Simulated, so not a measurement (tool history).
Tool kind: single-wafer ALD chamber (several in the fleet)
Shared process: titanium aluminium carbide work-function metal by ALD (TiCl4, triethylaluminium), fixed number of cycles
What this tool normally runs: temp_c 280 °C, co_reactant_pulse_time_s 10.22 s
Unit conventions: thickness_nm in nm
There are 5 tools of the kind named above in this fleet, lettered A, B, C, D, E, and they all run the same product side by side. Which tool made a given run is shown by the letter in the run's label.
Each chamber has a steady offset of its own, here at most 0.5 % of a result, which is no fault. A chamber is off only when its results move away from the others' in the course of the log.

run   hour  temp_c  co_reactant_pulse_time_s  hours since the last thermocouple change  hours since the last triethylaluminium bottle change  read-back reference wafer on the same gauge, thickness_nm  thickness_nm
 1B    5.7     280                     10.22                                     800.3                                                1785.2                                                     1.5414        1.8289
 2E   10.6     280                     10.22                                    1213.1                                                 330.3                                                     1.5404        1.8303
 3D   16.7     280                     10.22                                     643.3                                                 893.4                                                     1.5406        1.8110
 4A   21.1     280                     10.22                                    1187.1                                                 337.6                                                     1.5380        1.8210
 5C   27.4     280                     10.22                                    1823.7                                                 927.6                                                     1.5413        1.8369
 6E   32.4     280                     10.22                                    1234.9                                                 352.1                                                     1.5405        1.8127
 7A   37.3     280                     10.22                                    1203.3                                                 353.8                                                     1.5408        1.8227
      39.4  -- chamber B: triethylaluminium bottle replaced
 8D   42.7     273                     13.81                                     669.3                                                 919.4                                                     1.5383        1.8125
 9C   49.8     273                     13.81                                    1846.1                                                 950.0                                                     1.5389        1.8187
10B   54.6     273                     13.81                                     849.2                                                  15.3                                                     1.5399        1.8041
11A   60.2     273                     13.81                                    1226.2                                                 376.7                                                     1.5385        1.8293
12B   68.0     273                     13.81                                     862.6                                                  28.7                                                     1.5394        1.8116
      69.5  -- chamber C: triethylaluminium bottle replaced
13C   75.3     280                     10.22                                    1871.6                                                   5.8                                                     1.5418        1.8396
14D   80.5     280                     10.22                                     707.1                                                 957.2                                                     1.5382        1.8283
15E   87.3     280                     10.22                                    1289.8                                                 407.0                                                     1.5412        1.8215
      88.9  -- chamber E: thermocouple changed; heater temperature recalibrated
16B   93.1     280                     10.22                                     887.7                                                  53.8                                                     1.5389        1.8289
17D   99.3     280                     10.22                                     725.9                                                 976.0                                                     1.5410        1.8328
18C  105.6     280                     10.22                                    1901.9                                                  36.1                                                     1.5395        1.8350
19A  112.3     280                     10.22                                    1278.3                                                 428.8                                                     1.5418        1.8326
20E  117.6     287                     14.22                                      28.7                                                 437.3                                                     1.5391        1.9511
21E  125.7     287                     14.22                                      36.8                                                 445.4                                                     1.5404        1.9387
22A  132.4     287                     14.22                                    1298.4                                                 448.9                                                     1.5396        1.9485
23B  138.2     287                     14.22                                     932.8                                                  98.9                                                     1.5399        1.9300
24C  146.4     287                     14.22                                    1942.7                                                  76.9                                                     1.5381        1.9480
25D  150.4     280                     10.22                                     777.0                                                1027.1                                                     1.5412        1.8376
26C  156.3     280                     10.22                                    1952.6                                                  86.8                                                     1.5428        1.8330
27E  163.9     280                     10.22                                      75.0                                                 483.6                                                     1.5408        1.8323
28D  171.0     280                     10.22                                     797.6                                                1047.7                                                     1.5381        1.8374
29A  176.7     269                     13.73                                    1342.7                                                 493.2                                                     1.5415        1.7869
30B  180.5     269                     13.73                                     975.1                                                 141.2                                                     1.5402        1.7854
31E  187.0     269                     13.73                                      98.1                                                 506.7                                                     1.5382        1.7642
     190.1  -- chamber C: thermocouple changed; heater temperature recalibrated
32D  191.5     269                     13.73                                     818.1                                                1068.2                                                     1.5410        1.7894
33A  197.7     269                     13.73                                    1363.7                                                 514.2                                                     1.5393        1.7634
34B  206.1     280                     10.22                                    1000.7                                                 166.8                                                     1.5406        1.8280
35C  213.8     280                     10.22                                      23.7                                                 144.3                                                     1.5405        1.8278
36C  220.8     280                     10.22                                      30.7                                                 151.3                                                     1.5418        1.8453
37D  227.9     280                     10.22                                     854.5                                                1104.6                                                     1.5410        1.8438
38A  234.2     280                     10.22                                    1400.2                                                 550.7                                                     1.5402        1.8432

What goes on in this fleet: one chamber off, a drifting gauge, or nothing beyond the chambers' own small offsets? Name the chamber and the cause, if any.

All chambers stay in line apart from their small fixed offsets, and the gauge does not drift.
